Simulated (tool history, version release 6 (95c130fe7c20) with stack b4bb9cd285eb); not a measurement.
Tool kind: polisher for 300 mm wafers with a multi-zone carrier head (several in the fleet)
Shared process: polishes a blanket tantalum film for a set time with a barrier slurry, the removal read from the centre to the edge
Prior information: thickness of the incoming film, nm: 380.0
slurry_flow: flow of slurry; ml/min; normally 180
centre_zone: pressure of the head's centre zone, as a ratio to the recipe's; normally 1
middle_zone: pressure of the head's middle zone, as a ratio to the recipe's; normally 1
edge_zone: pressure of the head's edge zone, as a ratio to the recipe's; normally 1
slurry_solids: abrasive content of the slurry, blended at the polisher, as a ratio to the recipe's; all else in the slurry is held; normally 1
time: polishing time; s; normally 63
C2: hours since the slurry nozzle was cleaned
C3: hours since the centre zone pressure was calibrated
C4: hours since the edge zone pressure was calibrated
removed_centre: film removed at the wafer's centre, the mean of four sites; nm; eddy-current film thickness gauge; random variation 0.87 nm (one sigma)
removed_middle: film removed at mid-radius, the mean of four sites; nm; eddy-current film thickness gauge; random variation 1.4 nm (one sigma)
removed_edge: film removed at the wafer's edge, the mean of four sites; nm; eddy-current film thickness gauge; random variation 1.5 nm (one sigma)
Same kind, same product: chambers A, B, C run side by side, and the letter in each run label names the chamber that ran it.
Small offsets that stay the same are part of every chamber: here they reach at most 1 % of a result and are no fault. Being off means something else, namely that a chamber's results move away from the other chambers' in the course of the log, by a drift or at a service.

run 1A hour=5.5 | slurry_flow=180 centre_zone=1 middle_zone=1 edge_zone=1 slurry_solids=1 time=63 | wafers_polished_on_this_pad=288 C2=381.4 C3=332.2 C4=208.1 | removed_centre=100.36 removed_middle=98.84 removed_edge=101.33
run 2C hour=10.9 | slurry_flow=180 centre_zone=1 middle_zone=1 edge_zone=1 slurry_solids=1 time=63 | wafers_polished_on_this_pad=460 C2=359.9 C3=504.8 C4=538.4 | removed_centre=98.86 removed_middle=97.078 removed_edge=99.047
run 3B hour=16.3 | slurry_flow=180 centre_zone=1 middle_zone=1 edge_zone=1 slurry_solids=1 time=63 | wafers_polished_on_this_pad=893 C2=100 C3=132.3 C4=840.2 | removed_centre=97.584 removed_middle=99.483 removed_edge=99.76
run 4B hour=21.4 | slurry_flow=180 centre_zone=1 middle_zone=1 edge_zone=1 slurry_solids=1 time=63 | wafers_polished_on_this_pad=939 C2=105.1 C3=137.4 C4=845.3 | removed_centre=100.28 removed_middle=98.916 removed_edge=100.54
run 5A hour=26.8 | slurry_flow=180 centre_zone=1 middle_zone=1 edge_zone=1 slurry_solids=1 time=63 | wafers_polished_on_this_pad=478 C2=402.7 C3=353.5 C4=229.4 | removed_centre=99.73 removed_middle=98.392 removed_edge=97.295
-- hour=28.9 chamber A: centre zone pressure recalibrated
run 6C hour=32.9 | slurry_flow=180 centre_zone=1 middle_zone=1 edge_zone=1 slurry_solids=1 time=63 | wafers_polished_on_this_pad=656 C2=381.9 C3=526.8 C4=560.4 | removed_centre=97.495 removed_middle=97.515 removed_edge=98.01
run 7A hour=35.9 | slurry_flow=180 centre_zone=1 middle_zone=1 edge_zone=1 slurry_solids=1 time=63 | wafers_polished_on_this_pad=560 C2=411.8 C3=7 C4=238.5 | removed_centre=98.231 removed_middle=97.23 removed_edge=96.624
run 8B hour=42 | slurry_flow=180 centre_zone=1 middle_zone=1 edge_zone=1 slurry_solids=1 time=63 | wafers_polished_on_this_pad=1123 C2=125.7 C3=158 C4=865.9 | removed_centre=98.238 removed_middle=97.967 removed_edge=97.141
run 9C hour=44.8 | slurry_flow=180 centre_zone=1 middle_zone=1 edge_zone=1 slurry_solids=1 time=63 | wafers_polished_on_this_pad=763 C2=393.8 C3=538.7 C4=572.3 | removed_centre=95.824 removed_middle=95.423 removed_edge=98.744
run 10A hour=47.7 | slurry_flow=180 centre_zone=1 middle_zone=1 edge_zone=1 slurry_solids=1 time=63 | wafers_polished_on_this_pad=666 C2=423.6 C3=18.8 C4=250.3 | removed_centre=97.958 removed_middle=97.971 removed_edge=100.4
run 11C hour=50.8 | slurry_flow=180 centre_zone=1 middle_zone=1.1 edge_zone=1 slurry_solids=1 time=63 | wafers_polished_on_this_pad=817 C2=399.8 C3=544.7 C4=578.3 | removed_centre=95.339 removed_middle=104.64 removed_edge=97.995
run 12B hour=56.3 | slurry_flow=180 centre_zone=1 middle_zone=1.1 edge_zone=1 slurry_solids=1 time=63 | wafers_polished_on_this_pad=1251 C2=140 C3=172.3 C4=880.2 | removed_centre=97.384 removed_middle=105.46 removed_edge=99.662
-- hour=59.2 chamber B: edge zone pressure recalibrated
run 13C hour=61.4 | slurry_flow=180 centre_zone=1 middle_zone=1.1 edge_zone=1 slurry_solids=1 time=63 | wafers_polished_on_this_pad=911 C2=410.4 C3=555.3 C4=588.9 | removed_centre=94.895 removed_middle=104.54 removed_edge=95.481
run 14B hour=66.7 | slurry_flow=180 centre_zone=1 middle_zone=1 edge_zone=0.92 slurry_solids=1 time=80 | wafers_polished_on_this_pad=1344 C2=150.4 C3=182.7 C4=7.6 | removed_centre=125.2 removed_middle=125.43 removed_edge=120.51
run 15A hour=69.5 | slurry_flow=180 centre_zone=1 middle_zone=1 edge_zone=0.92 slurry_solids=1 time=80 | wafers_polished_on_this_pad=861 C2=445.4 C3=40.6 C4=272.1 | removed_centre=127.43 removed_middle=124.09 removed_edge=121.63
run 16A hour=73.6 | slurry_flow=180 centre_zone=1 middle_zone=1 edge_zone=0.92 slurry_solids=1 time=80 | wafers_polished_on_this_pad=897 C2=449.5 C3=44.7 C4=276.2 | removed_centre=126.26 removed_middle=128.76 removed_edge=118
-- hour=74.4 chamber B: worn pad replaced by a new one
run 17C hour=77.7 | slurry_flow=180 centre_zone=1 middle_zone=1 edge_zone=1 slurry_solids=1 time=74 | wafers_polished_on_this_pad=1057 C2=426.7 C3=571.6 C4=605.2 | removed_centre=109.25 removed_middle=107.73 removed_edge=109.95
run 18B hour=83.2 | slurry_flow=180 centre_zone=1 middle_zone=1 edge_zone=1 slurry_solids=1 time=74 | wafers_polished_on_this_pad=79 C2=166.9 C3=199.2 C4=24.1 | removed_centre=115.4 removed_middle=117.07 removed_edge=118.65
run 19B hour=87.8 | slurry_flow=180 centre_zone=1 middle_zone=1 edge_zone=1 slurry_solids=1 time=74 | wafers_polished_on_this_pad=120 C2=171.5 C3=203.8 C4=28.7 | removed_centre=116.77 removed_middle=118.54 removed_edge=115.92
run 20C hour=91.1 | slurry_flow=180 centre_zone=1.08 middle_zone=1.04 edge_zone=1 slurry_solids=1 time=63 | wafers_polished_on_this_pad=1177 C2=440.1 C3=585 C4=618.6 | removed_centre=95.789 removed_middle=93.426 removed_edge=91.769

Which is it: a chamber that has drifted or been left off by a service, a gauge drift common to all chambers, or only each chamber's usual small offset? If a chamber is off, name it and its likeliest cause.

It is chamber C that slowly wanders off from its peers.
Most likely cause: removal rate lost through wear of the pad, % = 8.73.
The log might look much the same if the cause were instead: slurry flow missing at the pad, %.

Chamber C could run next with any of the 4 candidate recipes listed below; each alters the usual settings, and their results appear as question marks. Which one brings its results back in line with what the other chambers deliver on the usual settings?
Counts as in line when no further than this from what the other chambers average on the usual settings: removed_centre 3 nm; removed_middle 4.9 nm; removed_edge 5.1 nm
run 21C-1 hour=95.5 | slurry_flow=180 centre_zone=1 middle_zone=1 edge_zone=1 slurry_solids=1 time=65 | removed_centre=? removed_middle=? removed_edge=?
run 21C-2 hour=95.5 | slurry_flow=185 centre_zone=1.01 middle_zone=1.01 edge_zone=1 slurry_solids=1 time=68 | removed_centre=? removed_middle=? removed_edge=?
run 21C-3 hour=95.5 | slurry_flow=180 centre_zone=1 middle_zone=1 edge_zone=1 slurry_solids=1 time=61 | removed_centre=? removed_middle=? removed_edge=?
run 21C-4 hour=95.5 | slurry_flow=175 centre_zone=0.99 middle_zone=0.99 edge_zone=1 slurry_solids=1 time=58 | removed_centre=? removed_middle=? removed_edge=?

Usual-settings mean across the other chambers: removed_centre 98.502 nm; removed_middle 98.626 nm; removed_edge 98.964 nm
run=21C-1 removed_centre=92.515 removed_middle=92.144 removed_edge=93.647
run=21C-2 removed_centre=98.315 removed_middle=97.694 removed_edge=98.266
run=21C-3 removed_centre=86.822 removed_middle=86.473 removed_edge=87.884
run=21C-4 removed_centre=81.235 removed_middle=81.102 removed_edge=83.295
Change 21C-2 lands the chamber within the allowed miss of the other chambers.
